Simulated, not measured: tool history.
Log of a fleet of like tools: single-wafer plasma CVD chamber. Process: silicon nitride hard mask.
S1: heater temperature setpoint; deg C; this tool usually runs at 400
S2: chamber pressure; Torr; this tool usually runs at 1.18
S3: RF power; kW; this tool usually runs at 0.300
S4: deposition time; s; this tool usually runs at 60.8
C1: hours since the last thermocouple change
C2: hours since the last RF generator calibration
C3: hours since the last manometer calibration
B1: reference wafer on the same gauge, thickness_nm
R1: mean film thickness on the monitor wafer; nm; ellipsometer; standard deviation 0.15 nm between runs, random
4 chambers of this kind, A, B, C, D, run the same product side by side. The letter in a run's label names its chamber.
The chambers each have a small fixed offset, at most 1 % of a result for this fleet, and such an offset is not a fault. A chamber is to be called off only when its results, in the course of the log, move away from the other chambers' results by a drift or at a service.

run 1A day=0.442 | S1=400 S2=1.18 S3=0.300 S4=60.8 | C1=756.2 C2=1262.1 C3=1261.7 | B1=51.208 | R1=63.420
run 2B day=0.858 | S1=400 S2=1.18 S3=0.300 S4=60.8 | C1=88.2 C2=421.9 C3=2046.8 | B1=51.213 | R1=63.517
run 3D day=1.308 | S1=400 S2=1.18 S3=0.300 S4=60.8 | C1=1225.5 C2=673.1 C3=327.4 | B1=51.199 | R1=63.661
run 4C day=1.800 | S1=400 S2=1.18 S3=0.300 S4=60.8 | C1=755.2 C2=485.1 C3=401.7 | B1=51.205 | R1=64.375
run 5B day=2.312 | S1=400 S2=1.18 S3=0.300 S4=60.8 | C1=123.1 C2=456.8 C3=2081.7 | B1=51.240 | R1=63.529
run 6C day=2.838 | S1=400 S2=0.91 S3=0.300 S4=60.8 | C1=780.1 C2=510.0 C3=426.6 | B1=51.159 | R1=58.592
run 7A day=3.333 | S1=400 S2=0.91 S3=0.300 S4=60.8 | C1=825.6 C2=1331.5 C3=1331.1 | B1=51.194 | R1=58.118
run 8D day=3.867 | S1=400 S2=0.91 S3=0.300 S4=60.8 | C1=1286.9 C2=734.5 C3=388.8 | B1=51.193 | R1=58.134
run 9B day=4.179 | S1=400 S2=0.91 S3=0.300 S4=60.8 | C1=167.9 C2=501.6 C3=2126.5 | B1=51.175 | R1=58.104
run 10A day=4.533 | S1=400 S2=1.18 S3=0.300 S4=60.8 | C1=854.4 C2=1360.3 C3=1359.9 | B1=51.200 | R1=63.429
run 11D day=4.804 | S1=400 S2=1.18 S3=0.300 S4=60.8 | C1=1309.4 C2=757.0 C3=411.3 | B1=51.193 | R1=63.647
-- day=5.158 chamber A: capacitance manometer re-zeroed and calibrated
run 12C day=5.288 | S1=400 S2=1.18 S3=0.300 S4=60.8 | C1=838.9 C2=568.8 C3=485.4 | B1=51.194 | R1=64.200
run 13C day=5.667 | S1=400 S2=1.18 S3=0.300 S4=60.8 | C1=848.0 C2=577.9 C3=494.5 | B1=51.214 | R1=64.342
run 14B day=6.162 | S1=400 S2=1.18 S3=0.300 S4=60.8 | C1=215.5 C2=549.2 C3=2174.1 | B1=51.218 | R1=63.430
run 15A day=6.512 | S1=400 S2=1.18 S3=0.300 S4=60.8 | C1=901.9 C2=1407.8 C3=32.5 | B1=51.176 | R1=62.841
run 16D day=6.846 | S1=400 S2=1.18 S3=0.300 S4=60.8 | C1=1358.4 C2=806.0 C3=460.3 | B1=51.201 | R1=63.686
run 17C day=7.150 | S1=400 S2=1.18 S3=0.300 S4=60.8 | C1=883.6 C2=613.5 C3=530.1 | B1=51.171 | R1=64.313
run 18B day=7.521 | S1=400 S2=1.18 S3=0.300 S4=60.8 | C1=248.1 C2=581.8 C3=2206.7 | B1=51.206 | R1=63.647
run 19A day=7.904 | S1=400 S2=1.18 S3=0.300 S4=60.8 | C1=935.3 C2=1441.2 C3=65.9 | B1=51.217 | R1=62.772
run 20D day=8.158 | S1=400 S2=1.18 S3=0.300 S4=60.8 | C1=1389.9 C2=837.5 C3=491.8 | B1=51.195 | R1=63.357
-- day=8.321 chamber B: capacitance manometer re-zeroed and calibrated
run 21C day=8.483 | S1=400 S2=1.18 S3=0.330 S4=60.8 | C1=915.6 C2=645.5 C3=562.1 | B1=51.202 | R1=68.321
run 22B day=8.979 | S1=400 S2=1.18 S3=0.330 S4=60.8 | C1=283.1 C2=616.8 C3=15.9 | B1=51.188 | R1=67.542
run 23A day=9.438 | S1=400 S2=1.18 S3=0.330 S4=60.8 | C1=972.1 C2=1478.0 C3=102.7 | B1=51.207 | R1=66.748
run 24D day=9.875 | S1=400 S2=1.18 S3=0.330 S4=60.8 | C1=1431.1 C2=878.7 C3=533.0 | B1=51.226 | R1=67.834
run 25A day=10.200 | S1=400 S2=1.18 S3=0.300 S4=60.8 | C1=990.4 C2=1496.3 C3=121.0 | B1=51.193 | R1=62.093
run 26B day=10.612 | S1=400 S2=1.18 S3=0.300 S4=60.8 | C1=322.3 C2=656.0 C3=55.1 | B1=51.198 | R1=63.737
run 27D day=10.971 | S1=400 S2=1.18 S3=0.300 S4=60.8 | C1=1457.4 C2=905.0 C3=559.3 | B1=51.229 | R1=63.808
run 28C day=11.362 | S1=400 S2=1.18 S3=0.300 S4=60.8 | C1=984.7 C2=714.6 C3=631.2 | B1=51.222 | R1=63.937
run 29C day=11.604 | S1=400 S2=1.18 S3=0.300 S4=60.8 | C1=990.5 C2=720.4 C3=637.0 | B1=51.193 | R1=64.115
run 30A day=11.875 | S1=400 S2=1.18 S3=0.300 S4=60.8 | C1=1030.6 C2=1536.5 C3=161.2 | B1=51.241 | R1=62.081
run 31B day=12.346 | S1=400 S2=1.18 S3=0.300 S4=60.8 | C1=363.9 C2=697.6 C3=96.7 | B1=51.230 | R1=63.747
run 32D day=12.775 | S1=400 S2=1.18 S3=0.300 S4=60.8 | C1=1500.7 C2=948.3 C3=602.6 | B1=51.202 | R1=63.577
run 33D day=13.021 | S1=400 S2=1.18 S3=0.300 S4=60.8 | C1=1506.6 C2=954.2 C3=608.5 | B1=51.216 | R1=63.703
run 34C day=13.450 | S1=400 S2=1.37 S3=0.260 S4=60.8 | C1=1034.8 C2=764.7 C3=681.3 | B1=51.203 | R1=61.041
run 35A day=13.700 | S1=400 S2=1.37 S3=0.260 S4=60.8 | C1=1074.4 C2=1580.3 C3=205.0 | B1=51.157 | R1=58.217
run 36B day=14.017 | S1=400 S2=1.37 S3=0.260 S4=60.8 | C1=404.0 C2=737.7 C3=136.8 | B1=51.180 | R1=60.499
run 37C day=14.346 | S1=400 S2=1.37 S3=0.260 S4=60.8 | C1=1056.3 C2=786.2 C3=702.8 | B1=51.202 | R1=61.030
run 38B day=14.683 | S1=400 S2=1.18 S3=0.300 S4=60.8 | C1=420.0 C2=753.7 C3=152.8 | B1=51.223 | R1=63.683

All 4 chambers run these settings next. Forecast each chamber's results:
run 39A day=15.079 | S1=391 S2=1.18 S3=0.300 S4=60.8 | R1=?
run 39B day=15.079 | S1=391 S2=1.18 S3=0.300 S4=60.8 | R1=?
run 39C day=15.079 | S1=391 S2=1.18 S3=0.300 S4=60.8 | R1=?
run 39D day=15.079 | S1=391 S2=1.18 S3=0.300 S4=60.8 | R1=?

run=39A R1=61.827
run=39B R1=63.851
run=39C R1=64.228
run=39D R1=63.949
